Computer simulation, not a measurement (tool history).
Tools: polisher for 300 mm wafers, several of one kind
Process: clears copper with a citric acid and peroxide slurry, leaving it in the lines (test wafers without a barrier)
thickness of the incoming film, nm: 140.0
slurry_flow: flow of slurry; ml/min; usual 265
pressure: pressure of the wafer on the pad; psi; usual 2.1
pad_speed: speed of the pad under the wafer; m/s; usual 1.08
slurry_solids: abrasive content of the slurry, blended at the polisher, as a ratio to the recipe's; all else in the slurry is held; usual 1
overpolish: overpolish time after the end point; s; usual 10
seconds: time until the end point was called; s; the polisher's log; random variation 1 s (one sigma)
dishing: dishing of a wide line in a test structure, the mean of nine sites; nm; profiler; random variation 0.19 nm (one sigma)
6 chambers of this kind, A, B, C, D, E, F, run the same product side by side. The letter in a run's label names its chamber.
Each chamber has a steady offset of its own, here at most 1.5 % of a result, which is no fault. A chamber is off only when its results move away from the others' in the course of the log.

run   hour  slurry_flow  pressure  pad_speed  slurry_solids  overpolish  wafers polished on this pad  hours since the slurry nozzle was cleaned  hours since the head pressure was calibrated  hours since the slurry blender was calibrated  seconds  dishing
 1B    3.5          265       2.1       1.08              1          10                          788                                      411.1                                         119.8                                          213.3   96.871   10.723
 2E      8          265       2.1       1.08              1          10                          442                                       69.8                                         386.6                                          288.9   97.575   10.924
       8.3  -- chamber B: worn pad replaced by a new one
 3F   14.2          265       2.1       1.08              1          10                          852                                      252.3                                         296.4                                          259.2   97.579   10.911
 4D   20.7          265       2.1       1.08              1          10                          627                                      252.4                                         612.5                                          221.5   96.857   10.601
      24.4  -- chamber D: slurry blender recalibrated
 5A   26.1          265       2.1       1.08              1          10                          310                                      116.5                                         129.3                                          355.1   96.751   10.991
 6C   32.2          265       2.1       1.08              1          10                          525                                      346.1                                        1098.2                                           61.9   98.635   11.119
      36.2  -- chamber F: slurry blender recalibrated
 7A   39.1          265       2.1       1.08              1          10                          450                                      129.5                                         142.3                                          368.1   96.295   11.187
 8E     45          265       2.1       1.44              1          10                          841                                      106.8                                         423.6                                          325.9   73.356   13.878
 9D   49.6          265       2.1       1.44              1          10                          938                                      281.3                                         641.4                                           25.3   72.542   13.989
      51.5  -- chamber D: worn pad replaced by a new one
      53.5  -- chamber F: worn pad replaced by a new one
10B   53.7          265       2.1       1.44              1          10                          489                                      461.3                                           170                                          263.5   73.812   14.003
11C   58.9          265       2.1       1.44              1          10                          812                                      372.8                                        1124.9                                           88.6   73.593   14.224
12F   61.9          265       2.1       1.44              1          10                           90                                        300                                         344.1                                           25.7    74.98   14.438
13B   65.6          265       2.1       1.44              1          10                          617                                      473.2                                         181.9                                          275.4   73.199   14.205
14D   69.1          265       2.1       1.08              1          10                          190                                      300.8                                         660.9                                           44.8   93.699   10.745
15E   72.3          265       2.1       1.08              1          10                         1135                                      134.1                                         450.9                                          353.2   99.252   10.637
      72.9  -- chamber B: worn pad replaced by a new one
      74.2  -- chamber E: slurry blender recalibrated
16A   76.7          265       2.1       1.08              1          10                          855                                      167.1                                         179.9                                          405.7   96.131   11.247
      79.3  -- chamber A: slurry blender recalibrated
17F   82.3          265       2.1       1.08              1          10                          310                                      320.4                                         364.5                                           46.1   97.347   11.058
      82.6  -- chamber E: worn pad replaced by a new one
18C   86.4          265       2.1       1.08              1          10                         1109                                      400.3                                        1152.4                                          116.1   95.631   10.755
19F   90.6          265       2.1       1.08            1.2          14                          399                                      328.7                                         372.8                                           54.4   94.549   15.294
20B     97          265       2.1       1.08            1.2          14                          259                                      504.6                                         213.3                                          306.8   93.925   15.163
      99.7  -- chamber A: worn pad replaced by a new one
21E  100.1          265       2.1       1.08            1.2          14                          189                                      161.9                                         478.7                                           25.9   93.203   15.759
     100.7  -- chamber C: worn pad replaced by a new one
22D  106.8          265       2.1       1.08            1.2          14                          596                                      338.5                                         698.6                                           82.5   92.579   15.263
23A  112.8          265       2.1       1.08            1.2          14                          141                                      203.2                                           216                                           33.6   91.671    15.55
24C  117.6          265       2.1       1.08            1.2          14                          182                                      431.5                                        1183.6                                          147.3   92.788    15.69
     121.2  -- chamber C: head pressure recalibrated
25F  123.6          265       2.1       1.08              1          10                          755                                      361.7                                         405.8                                           87.4   99.431   10.955
26E  126.6          265       2.1       1.08              1          10                          474                                      188.4                                         505.2                                           52.4   98.012    11.01
27C  131.9          265       2.1       1.08              1          10                          337                                      445.8                                          10.7                                          161.6   96.004   10.678
28B  137.6          265       2.1       1.08              1          10                          697                                      545.2                                         253.9                                          347.4   97.156   10.645
     138.5  -- chamber B: worn pad replaced by a new one
29A  143.1          265       2.1       1.08              1          10                          468                                      233.5                                         246.3                                           63.9   97.048   11.124
30D  146.3          265       2.1       1.08              1          10                         1021                                        378                                         738.1                                            122     97.8   10.756
31B  151.1          265       2.1       1.08              1          10                          136                                      558.7                                         267.4                                          360.9   97.559   10.297
     152.5  -- chamber D: slurry nozzle cleaned
     154.1  -- chamber D: worn pad replaced by a new one
32C  157.9          195       2.1       1.08              1          13                          617                                      471.8                                          36.7                                          187.6   101.83   13.705
33F  164.6          195       2.1       1.08              1          13                         1197                                      402.7                                         446.8                                          128.4   102.37   13.611
     168.1  -- chamber F: worn pad replaced by a new one
34D  170.5          195       2.1       1.08              1          13                          177                                         18                                         762.3                                          146.2    100.2   13.321
35A  175.2          195       2.1       1.08              1          13                          814                                      265.6                                         278.4                                             96   101.05   13.106
36E  180.4          195       2.1       1.08              1          13                         1054                                      242.2                                           559                                          106.2   100.62    13.49
37F  183.5          195       2.1       1.08              1          13                          166                                      421.6                                         465.7                                          147.3   100.36   13.336
     185.8  -- chamber B: slurry nozzle cleaned
     188.5  -- chamber A: worn pad replaced by a new one
38D  188.8          265       2.1       1.08              1          10                          374                                       36.3                                         780.6                                          164.5   98.795    11.27
     191.9  -- chamber C: worn pad replaced by a new one
     192.3  -- chamber B: slurry blender recalibrated
39C  193.1          265       2.1       1.08              1          10                           13                                        507                                          71.9                                          222.8   96.444   11.217
40E  199.1          265       2.1       1.08              1          10                         1255                                      260.9                                         577.7                                          124.9   98.334   10.709
41A  205.1          265       2.1       1.08              1          10                          179                                      295.5                                         308.3                                          125.9   97.231   10.991
42B  208.6          265       2.1       1.08              1          10                          756                                       22.9                                         324.9                                           16.4    96.03   10.746

All 6 chambers run these settings next. Forecast each chamber's results:
43A  213.5          265       2.6       1.08              1          10                                                                                                                                                                             ?        ?
43B  213.5          265       2.6       1.08              1          10                                                                                                                                                                             ?        ?
43C  213.5          265       2.6       1.08              1          10                                                                                                                                                                             ?        ?
43D  213.5          265       2.6       1.08              1          10                                                                                                                                                                             ?        ?
43E  213.5          265       2.6       1.08              1          10                                                                                                                                                                             ?        ?
43F  213.5          265       2.6       1.08              1          10                                                                                                                                                                             ?        ?

run  seconds  dishing
43A   78.744     13.4
43B   78.425   13.132
43C    78.23    13.44
43D   77.128   13.037
43E   81.341   13.071
43F   79.696   13.364
